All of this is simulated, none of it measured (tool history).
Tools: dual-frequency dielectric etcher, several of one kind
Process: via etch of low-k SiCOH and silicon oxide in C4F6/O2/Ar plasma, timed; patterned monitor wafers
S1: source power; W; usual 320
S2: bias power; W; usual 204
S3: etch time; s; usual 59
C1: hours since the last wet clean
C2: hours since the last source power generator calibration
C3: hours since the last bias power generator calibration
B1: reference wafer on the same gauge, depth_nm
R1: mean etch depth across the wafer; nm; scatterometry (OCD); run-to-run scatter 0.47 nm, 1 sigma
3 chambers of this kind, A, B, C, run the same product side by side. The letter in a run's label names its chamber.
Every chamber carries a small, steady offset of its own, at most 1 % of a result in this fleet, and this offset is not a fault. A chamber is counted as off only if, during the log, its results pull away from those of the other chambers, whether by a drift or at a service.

Run 1B, hour 7: usual settings; C1 506.5; C2 2578; C3 2112.4; B1 137.01. Result: R1 158.68 nm.
Run 2A, hour 14.4: usual settings; C1 310.6; C2 3104.1; C3 1030; B1 137.03. Result: R1 157.68 nm.
Run 3C, hour 20: usual settings; C1 383.2; C2 1111.3; C3 911.4; B1 137.06. Result: R1 157.99 nm.
Run 4B, hour 25.6: usual settings; C1 525.1; C2 2596.6; C3 2131; B1 137.07. Result: R1 159.17 nm.
Run 5A, hour 36.6: usual settings; C1 332.8; C2 3126.3; C3 1052.2; B1 136.97. Result: R1 158.13 nm.
Run 6C, hour 43.8: usual settings; C1 407; C2 1135.1; C3 935.2; B1 136.98. Result: R1 157.33 nm.
Run 7C, hour 49.7: usual settings; C1 412.9; C2 1141; C3 941.1; B1 136.88. Result: R1 158.21 nm.
Run 8B, hour 60.6: usual settings; C1 560.1; C2 2631.6; C3 2166; B1 136.97. Result: R1 159.18 nm.
At hour 64.4: chamber A: source power generator calibrated.
Run 9A, hour 65.8: usual settings; C1 362; C2 1.5; C3 1081.4; B1 137.06. Result: R1 158.5 nm.
Run 10B, hour 73.3: usual settings; C1 572.8; C2 2644.3; C3 2178.7; B1 137.05. Result: R1 158.9 nm.
At hour 74: chamber B: wet clean of the chamber.
Run 11C, hour 82.3: usual settings; C1 445.5; C2 1173.6; C3 973.7; B1 136.99. Result: R1 157.27 nm.
At hour 86: chamber C: wet clean of the chamber.
Run 12A, hour 89: usual settings; C1 385.2; C2 24.7; C3 1104.6; B1 136.99. Result: R1 157.25 nm.
Run 13C, hour 98: usual settings; C1 12; C2 1189.3; C3 989.4; B1 136.98. Result: R1 154.57 nm.
Run 14A, hour 105.3: usual settings; C1 401.5; C2 41; C3 1120.9; B1 136.99. Result: R1 158.1 nm.
Run 15B, hour 110.4: usual settings; C1 36.4; C2 2681.4; C3 2215.8; B1 137.07. Result: R1 159.23 nm.
Run 16B, hour 120.4: usual settings; C1 46.4; C2 2691.4; C3 2225.8; B1 137.07. Result: R1 158.91 nm.
Run 17A, hour 129.2: usual settings; C1 425.4; C2 64.9; C3 1144.8; B1 137.01. Result: R1 157.77 nm.
Run 18C, hour 136.8: usual settings; C1 50.8; C2 1228.1; C3 1028.2; B1 136.9. Result: R1 154.28 nm.
Run 19B, hour 143.7: usual settings; C1 69.7; C2 2714.7; C3 2249.1; B1 137. Result: R1 158.78 nm.
Run 20C, hour 154.4: usual settings; C1 68.4; C2 1245.7; C3 1045.8; B1 137.04. Result: R1 154.53 nm.

The same settings go to every chamber for the next run, one line per chamber below. Forecast the results for each:
Run 21A, hour 162.8: usual settings but S3 45 s. Result: R1 ?.
Run 21B, hour 162.8: usual settings but S3 45 s. Result: R1 ?.
Run 21C, hour 162.8: usual settings but S3 45 s. Result: R1 ?.

run      R1
21A   121.1
21B  121.26
21C  118.28
